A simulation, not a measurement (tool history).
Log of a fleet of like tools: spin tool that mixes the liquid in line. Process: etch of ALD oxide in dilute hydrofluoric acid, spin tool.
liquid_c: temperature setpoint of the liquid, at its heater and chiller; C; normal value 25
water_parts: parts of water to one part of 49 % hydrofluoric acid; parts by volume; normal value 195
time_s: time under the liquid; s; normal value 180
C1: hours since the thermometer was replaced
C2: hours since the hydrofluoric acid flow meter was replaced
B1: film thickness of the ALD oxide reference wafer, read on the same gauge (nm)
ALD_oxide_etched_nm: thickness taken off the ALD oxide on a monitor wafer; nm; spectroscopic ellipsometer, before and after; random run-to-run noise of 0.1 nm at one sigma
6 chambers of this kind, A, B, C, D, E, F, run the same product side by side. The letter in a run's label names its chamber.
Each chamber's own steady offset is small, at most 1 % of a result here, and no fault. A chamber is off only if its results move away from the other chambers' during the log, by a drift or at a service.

{"run": "1B", "hour": 6.6, "liquid_c": 25, "water_parts": 195, "time_s": 180, "C1": 441.5, "C2": 763.3, "B1": 130, "ALD_oxide_etched_nm": 10.483}
{"hour": 9.7, "done": "chamber D: hydrofluoric acid flow meter replaced"}
{"run": "2A", "hour": 14.3, "liquid_c": 25, "water_parts": 195, "time_s": 180, "C1": 1091.5, "C2": 350.9, "B1": 129.99, "ALD_oxide_etched_nm": 10.322}
{"run": "3D", "hour": 20.5, "liquid_c": 25, "water_parts": 195, "time_s": 180, "C1": 1296.5, "C2": 10.8, "B1": 130, "ALD_oxide_etched_nm": 10.484}
{"run": "4F", "hour": 25.9, "liquid_c": 25, "water_parts": 195, "time_s": 180, "C1": 2264.4, "C2": 764.7, "B1": 130, "ALD_oxide_etched_nm": 10.489}
{"run": "5E", "hour": 32.1, "liquid_c": 25, "water_parts": 195, "time_s": 180, "C1": 557.1, "C2": 1622, "B1": 129.97, "ALD_oxide_etched_nm": 10.385}
{"run": "6C", "hour": 36.5, "liquid_c": 25, "water_parts": 195, "time_s": 275, "C1": 1673.6, "C2": 616.3, "B1": 130.02, "ALD_oxide_etched_nm": 15.849}
{"run": "7C", "hour": 44.8, "liquid_c": 25, "water_parts": 195, "time_s": 275, "C1": 1681.9, "C2": 624.6, "B1": 130, "ALD_oxide_etched_nm": 16.24}
{"run": "8A", "hour": 51.3, "liquid_c": 25, "water_parts": 195, "time_s": 275, "C1": 1128.5, "C2": 387.9, "B1": 130, "ALD_oxide_etched_nm": 15.853}
{"run": "9B", "hour": 56.1, "liquid_c": 25, "water_parts": 195, "time_s": 275, "C1": 491, "C2": 812.8, "B1": 130.03, "ALD_oxide_etched_nm": 16.092}
{"run": "10D", "hour": 63.3, "liquid_c": 25, "water_parts": 195, "time_s": 275, "C1": 1339.3, "C2": 53.6, "B1": 129.99, "ALD_oxide_etched_nm": 16.047}
{"run": "11F", "hour": 68.5, "liquid_c": 25, "water_parts": 195, "time_s": 275, "C1": 2307, "C2": 807.3, "B1": 130.01, "ALD_oxide_etched_nm": 16.072}
{"run": "12E", "hour": 76.0, "liquid_c": 25, "water_parts": 195, "time_s": 280, "C1": 601, "C2": 1665.9, "B1": 129.97, "ALD_oxide_etched_nm": 16.39}
{"run": "13D", "hour": 81.7, "liquid_c": 25, "water_parts": 195, "time_s": 280, "C1": 1357.7, "C2": 72, "B1": 130, "ALD_oxide_etched_nm": 16.255}
{"run": "14C", "hour": 87.3, "liquid_c": 25, "water_parts": 195, "time_s": 280, "C1": 1724.4, "C2": 667.1, "B1": 130, "ALD_oxide_etched_nm": 16.718}
{"run": "15A", "hour": 93.0, "liquid_c": 25, "water_parts": 195, "time_s": 280, "C1": 1170.2, "C2": 429.6, "B1": 129.98, "ALD_oxide_etched_nm": 16.208}
{"run": "16F", "hour": 97.0, "liquid_c": 25, "water_parts": 195, "time_s": 280, "C1": 2335.5, "C2": 835.8, "B1": 129.99, "ALD_oxide_etched_nm": 16.472}
{"run": "17E", "hour": 102.3, "liquid_c": 25, "water_parts": 195, "time_s": 280, "C1": 627.3, "C2": 1692.2, "B1": 130.01, "ALD_oxide_etched_nm": 16.361}
{"run": "18B", "hour": 110.0, "liquid_c": 25, "water_parts": 195, "time_s": 180, "C1": 544.9, "C2": 866.7, "B1": 130, "ALD_oxide_etched_nm": 10.447}
{"run": "19B", "hour": 119.1, "liquid_c": 25, "water_parts": 195, "time_s": 180, "C1": 554, "C2": 875.8, "B1": 130.01, "ALD_oxide_etched_nm": 10.306}
{"run": "20A", "hour": 125.9, "liquid_c": 25, "water_parts": 195, "time_s": 180, "C1": 1203.1, "C2": 462.5, "B1": 130, "ALD_oxide_etched_nm": 10.263}
{"run": "21D", "hour": 132.8, "liquid_c": 25, "water_parts": 195, "time_s": 180, "C1": 1408.8, "C2": 123.1, "B1": 129.99, "ALD_oxide_etched_nm": 10.546}
{"run": "22E", "hour": 140.0, "liquid_c": 21, "water_parts": 235, "time_s": 180, "C1": 665, "C2": 1729.9, "B1": 130.01, "ALD_oxide_etched_nm": 7.1221}
{"run": "23F", "hour": 146.7, "liquid_c": 21, "water_parts": 235, "time_s": 180, "C1": 2385.2, "C2": 885.5, "B1": 130, "ALD_oxide_etched_nm": 7.2359}
{"hour": 148.6, "done": "chamber C: thermometer replaced"}
{"run": "24C", "hour": 151.4, "liquid_c": 21, "water_parts": 235, "time_s": 180, "C1": 2.8, "C2": 731.2, "B1": 129.99, "ALD_oxide_etched_nm": 7.6793}
{"run": "25B", "hour": 159.9, "liquid_c": 21, "water_parts": 235, "time_s": 180, "C1": 594.8, "C2": 916.6, "B1": 129.97, "ALD_oxide_etched_nm": 7.1555}
{"run": "26C", "hour": 164.0, "liquid_c": 21, "water_parts": 235, "time_s": 180, "C1": 15.4, "C2": 743.8, "B1": 129.99, "ALD_oxide_etched_nm": 7.7026}
{"run": "27F", "hour": 171.2, "liquid_c": 21, "water_parts": 235, "time_s": 180, "C1": 2409.7, "C2": 910, "B1": 130.01, "ALD_oxide_etched_nm": 7.2281}
{"run": "28D", "hour": 179.5, "liquid_c": 25, "water_parts": 195, "time_s": 180, "C1": 1455.5, "C2": 169.8, "B1": 130, "ALD_oxide_etched_nm": 10.534}
{"run": "29E", "hour": 184.9, "liquid_c": 25, "water_parts": 195, "time_s": 180, "C1": 709.9, "C2": 1774.8, "B1": 130, "ALD_oxide_etched_nm": 10.463}
{"run": "30A", "hour": 192.7, "liquid_c": 25, "water_parts": 195, "time_s": 180, "C1": 1269.9, "C2": 529.3, "B1": 130, "ALD_oxide_etched_nm": 10.495}
{"run": "31A", "hour": 199.0, "liquid_c": 25, "water_parts": 195, "time_s": 180, "C1": 1276.2, "C2": 535.6, "B1": 130.01, "ALD_oxide_etched_nm": 10.425}
{"run": "32C", "hour": 205.6, "liquid_c": 25, "water_parts": 195, "time_s": 180, "C1": 57, "C2": 785.4, "B1": 130.03, "ALD_oxide_etched_nm": 11.573}
{"run": "33E", "hour": 209.7, "liquid_c": 25, "water_parts": 195, "time_s": 180, "C1": 734.7, "C2": 1799.6, "B1": 130.01, "ALD_oxide_etched_nm": 10.511}
{"run": "34D", "hour": 213.9, "liquid_c": 25, "water_parts": 195, "time_s": 180, "C1": 1489.9, "C2": 204.2, "B1": 130, "ALD_oxide_etched_nm": 10.622}
{"run": "35F", "hour": 218.5, "liquid_c": 25, "water_parts": 125, "time_s": 95, "C1": 2457, "C2": 957.3, "B1": 129.99, "ALD_oxide_etched_nm": 9.4072}
{"run": "36B", "hour": 222.9, "liquid_c": 25, "water_parts": 125, "time_s": 95, "C1": 657.8, "C2": 979.6, "B1": 130.02, "ALD_oxide_etched_nm": 9.354}
{"run": "37D", "hour": 229.5, "liquid_c": 25, "water_parts": 125, "time_s": 95, "C1": 1505.5, "C2": 219.8, "B1": 130, "ALD_oxide_etched_nm": 9.4506}

Is one chamber out of step, is the gauge drifting, or do the chambers differ by no more than their own small offsets? For an off chamber, give its letter and the likeliest cause.

Chamber C drifts away from the others.
Likeliest cause: hydrofluoric acid flow above the setpoint (%) = 9.39.

Which of the 4 candidates below, each the usual settings with something changed and its results left as question marks, puts chamber C back in line with what the other chambers give on the usual settings?
In line means no further than this from the other chambers' mean on the usual settings: ALD_oxide_etched_nm 0.36 nm
{"run": "38C-1", "hour": 236.1, "liquid_c": 25, "water_parts": 190, "time_s": 180, "ALD_oxide_etched_nm": "?"}
{"run": "38C-2", "hour": 236.1, "liquid_c": 25, "water_parts": 195, "time_s": 175, "ALD_oxide_etched_nm": "?"}
{"run": "38C-3", "hour": 236.1, "liquid_c": 25, "water_parts": 185, "time_s": 190, "ALD_oxide_etched_nm": "?"}
{"run": "38C-4", "hour": 236.1, "liquid_c": 25, "water_parts": 205, "time_s": 170, "ALD_oxide_etched_nm": "?"}

Mean of the other chambers on the usual settings: ALD_oxide_etched_nm 10.488 nm
run=38C-1 ALD_oxide_etched_nm=12.152
run=38C-2 ALD_oxide_etched_nm=11.452
run=38C-3 ALD_oxide_etched_nm=13.243
run=38C-4 ALD_oxide_etched_nm=10.475
The answer is 38C-4, which returns the chamber to within the allowed miss of the others.
